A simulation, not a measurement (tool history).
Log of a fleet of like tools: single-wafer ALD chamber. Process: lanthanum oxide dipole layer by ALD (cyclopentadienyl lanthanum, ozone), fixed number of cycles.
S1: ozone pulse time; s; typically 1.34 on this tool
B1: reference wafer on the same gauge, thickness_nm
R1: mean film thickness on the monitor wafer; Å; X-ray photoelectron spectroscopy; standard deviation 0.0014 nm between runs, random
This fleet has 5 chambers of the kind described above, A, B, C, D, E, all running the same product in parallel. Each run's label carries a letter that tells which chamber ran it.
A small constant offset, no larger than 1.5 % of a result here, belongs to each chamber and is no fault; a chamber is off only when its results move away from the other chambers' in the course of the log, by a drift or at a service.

run	hour	S1	B1	R1
1B	6.2	1.34	0.43227	5.4409
2E	15.2	1.34	0.43197	5.3647
3C	22.8	1.34	0.43212	5.4065
4D	33	1.34	0.43202	5.3705
5A	44.6	1.34	0.4322	5.3436
6D	55.2	1.78	0.43204	5.6336
7C	61.5	1.78	0.43183	5.6155
8A	71.9	1.78	0.43203	5.5276
9E	84.3	1.78	0.43187	5.5646
10B	95.8	1.78	0.43211	5.6559
11E	107.1	1.34	0.43194	5.3557
12D	114.4	1.34	0.43187	5.4232
13A	120.5	1.34	0.43248	5.3317
# hour 128.8: chamber B: thermocouple changed; heater temperature recalibrated
14C	132.5	1.34	0.43215	5.3873
15B	142.4	1.34	0.43203	5.4122
16B	150.5	1.34	0.43188	5.4277
17C	162	1.34	0.43191	5.4177
18E	168	1.34	0.43193	5.3449
19A	178.3	1.34	0.43202	5.3031
20D	190.9	1.34	0.43172	5.4071
21D	200.5	1.34	0.43207	5.4323
22C	209.2	1.34	0.43203	5.3791
23E	220.3	1.34	0.4321	5.38
24A	231.1	1.34	0.43192	5.3205
25B	240.5	0.91	0.43196	4.8763
26E	251.2	0.91	0.43196	4.8293
27D	258.3	0.91	0.4321	4.849
28B	265.9	0.91	0.43219	4.8547
29A	277.2	0.91	0.43188	4.7906
30C	285.1	1.34	0.43197	5.3683
# hour 287.8: chamber C: ozone generator serviced
31D	291.4	1.56	0.43204	5.5706
32E	300.5	1.56	0.43201	5.5019
33A	312.2	1.56	0.43194	5.4606
34B	323.4	1.56	0.43187	5.5479
35C	333.4	1.56	0.43202	5.5323
36A	343.2	1.34	0.43186	5.3045
37E	352.3	1.34	0.43191	5.3616
38C	364.2	1.03	0.4324	5.0452

Decide between three cases: one chamber stands off from its peers, the gauge reading all wafers drifts, or nothing is wrong past each chamber's small offset. Where a chamber is off, say which and what most likely put it there.

No chamber is off and the gauge is stable; the differences are just each chamber's small, constant offset.
